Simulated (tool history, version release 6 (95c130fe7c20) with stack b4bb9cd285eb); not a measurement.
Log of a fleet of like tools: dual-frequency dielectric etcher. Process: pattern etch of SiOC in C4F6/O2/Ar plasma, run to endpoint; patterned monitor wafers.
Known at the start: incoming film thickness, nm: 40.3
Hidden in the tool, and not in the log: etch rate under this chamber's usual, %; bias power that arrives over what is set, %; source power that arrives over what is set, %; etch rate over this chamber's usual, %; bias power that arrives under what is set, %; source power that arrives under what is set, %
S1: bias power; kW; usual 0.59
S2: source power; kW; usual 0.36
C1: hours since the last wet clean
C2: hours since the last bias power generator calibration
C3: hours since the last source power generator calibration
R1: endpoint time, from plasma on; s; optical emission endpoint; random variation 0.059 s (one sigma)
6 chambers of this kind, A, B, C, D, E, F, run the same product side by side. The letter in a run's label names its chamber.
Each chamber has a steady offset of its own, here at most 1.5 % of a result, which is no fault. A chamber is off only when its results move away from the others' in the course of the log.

Run 1A, hour 3: usual settings; C1 93.6; C2 119.6; C3 797.2. Result: R1 13.361 s.
Run 2F, hour 8.5: usual settings; C1 224.3; C2 1946.6; C3 1907.9. Result: R1 13.187 s.
Run 3C, hour 13.8: usual settings; C1 413.1; C2 1769.9; C3 2572.4. Result: R1 13.261 s.
Run 4B, hour 16.5: usual settings; C1 81.6; C2 2564.4; C3 184.8. Result: R1 13.461 s.
Run 5E, hour 22.4: usual settings; C1 163.4; C2 843.3; C3 482.2. Result: R1 13.133 s.
Run 6D, hour 27.8: usual settings; C1 415; C2 1357.6; C3 3250.9. Result: R1 13.112 s.
Run 7D, hour 33.7: usual settings but S1 0.688 kW, S2 0.33 kW; C1 420.9; C2 1363.5; C3 3256.8. Result: R1 12.875 s.
Run 8A, hour 37.7: usual settings but S1 0.688 kW, S2 0.33 kW; C1 128.3; C2 154.3; C3 831.9. Result: R1 12.924 s.
Run 9F, hour 41.5: usual settings but S1 0.688 kW, S2 0.33 kW; C1 257.3; C2 1979.6; C3 1940.9. Result: R1 12.735 s.
Run 10E, hour 45.2: usual settings but S1 0.688 kW, S2 0.33 kW; C1 186.2; C2 866.1; C3 505. Result: R1 12.851 s.
Run 11C, hour 48.4: usual settings but S1 0.688 kW, S2 0.33 kW; C1 447.7; C2 1804.5; C3 2607. Result: R1 12.929 s.
Run 12B, hour 51.8: usual settings but S1 0.688 kW, S2 0.33 kW; C1 116.9; C2 2599.7; C3 220.1. Result: R1 13.04 s.
Run 13A, hour 54.6: usual settings; C1 145.2; C2 171.2; C3 848.8. Result: R1 13.523 s.
Run 14D, hour 59.3: usual settings; C1 446.5; C2 1389.1; C3 3282.4. Result: R1 13.091 s.
Run 15F, hour 62.9: usual settings; C1 278.7; C2 2001; C3 1962.3. Result: R1 13.112 s.
Run 16E, hour 67.7: usual settings; C1 208.7; C2 888.6; C3 527.5. Result: R1 13.352 s.
At hour 70.1: chamber D: bias power generator calibrated.
Run 17B, hour 73.2: usual settings; C1 138.3; C2 2621.1; C3 241.5. Result: R1 13.47 s.
Run 18C, hour 78.1: usual settings; C1 477.4; C2 1834.2; C3 2636.7. Result: R1 13.325 s.
Run 19A, hour 83.3: usual settings; C1 173.9; C2 199.9; C3 877.5. Result: R1 13.455 s.
Run 20D, hour 88.6: usual settings; C1 475.8; C2 18.5; C3 3311.7. Result: R1 13.039 s.
Run 21B, hour 92.8: usual settings; C1 157.9; C2 2640.7; C3 261.1. Result: R1 13.367 s.
Run 22F, hour 95.9: usual settings; C1 311.7; C2 2034; C3 1995.3. Result: R1 13.135 s.
Run 23E, hour 99.3: usual settings; C1 240.3; C2 920.2; C3 559.1. Result: R1 13.35 s.
Run 24C, hour 103.6: usual settings; C1 502.9; C2 1859.7; C3 2662.2. Result: R1 13.268 s.
Run 25A, hour 107.8: usual settings; C1 198.4; C2 224.4; C3 902. Result: R1 13.353 s.
Run 26F, hour 111.4: usual settings; C1 327.2; C2 2049.5; C3 2010.8. Result: R1 13.244 s.
Run 27E, hour 114: usual settings; C1 255; C2 934.9; C3 573.8. Result: R1 13.21 s.
Run 28C, hour 119.2: usual settings; C1 518.5; C2 1875.3; C3 2677.8. Result: R1 13.269 s.
At hour 122.8: chamber C: wet clean of the chamber.
Run 29B, hour 124.3: usual settings; C1 189.4; C2 2672.2; C3 292.6. Result: R1 13.444 s.
Run 30D, hour 129.6: usual settings; C1 516.8; C2 59.5; C3 3352.7. Result: R1 13.152 s.
At hour 132.1: chamber D: wet clean of the chamber.
Run 31D, hour 132.9: usual settings but S1 0.65 kW, S2 0.42 kW; C1 0.9; C2 62.8; C3 3356. Result: R1 12.027 s.
Run 32F, hour 136.8: usual settings but S1 0.65 kW, S2 0.42 kW; C1 352.6; C2 2074.9; C3 2036.2. Result: R1 12.039 s.
Run 33A, hour 140.9: usual settings but S1 0.65 kW, S2 0.42 kW; C1 231.5; C2 257.5; C3 935.1. Result: R1 12.148 s.
Run 34E, hour 144.4: usual settings but S1 0.65 kW, S2 0.42 kW; C1 285.4; C2 965.3; C3 604.2. Result: R1 12.14 s.
Run 35B, hour 149.7: usual settings but S1 0.65 kW, S2 0.42 kW; C1 214.8; C2 2697.6; C3 318. Result: R1 12.163 s.
Run 36C, hour 154.8: usual settings but S1 0.65 kW, S2 0.42 kW; C1 32; C2 1910.9; C3 2713.4. Result: R1 12.116 s.
Run 37C, hour 158.9: usual settings; C1 36.1; C2 1915; C3 2717.5. Result: R1 13.152 s.
Run 38B, hour 163.8: usual settings; C1 228.9; C2 2711.7; C3 332.1. Result: R1 13.326 s.
Run 39F, hour 168.4: usual settings; C1 384.2; C2 2106.5; C3 2067.8. Result: R1 13.245 s.
Run 40D, hour 173.7: usual settings but S1 0.445 kW; C1 41.7; C2 103.6; C3 3396.8. Result: R1 14.6 s.
Run 41E, hour 179.3: usual settings but S1 0.445 kW; C1 320.3; C2 1000.2; C3 639.1. Result: R1 14.702 s.
Run 42A, hour 182.8: usual settings but S1 0.445 kW; C1 273.4; C2 299.4; C3 977. Result: R1 14.931 s.

All 6 chambers run these settings next. Forecast each chamber's results:
Run 43A, hour 187.1: usual settings. Result: R1 ?.
Run 43B, hour 187.1: usual settings. Result: R1 ?.
Run 43C, hour 187.1: usual settings. Result: R1 ?.
Run 43D, hour 187.1: usual settings. Result: R1 ?.
Run 43E, hour 187.1: usual settings. Result: R1 ?.
Run 43F, hour 187.1: usual settings. Result: R1 ?.

run      R1
43A  13.374
43B   13.36
43C  13.246
43D  13.316
43E  13.254
43F  13.136

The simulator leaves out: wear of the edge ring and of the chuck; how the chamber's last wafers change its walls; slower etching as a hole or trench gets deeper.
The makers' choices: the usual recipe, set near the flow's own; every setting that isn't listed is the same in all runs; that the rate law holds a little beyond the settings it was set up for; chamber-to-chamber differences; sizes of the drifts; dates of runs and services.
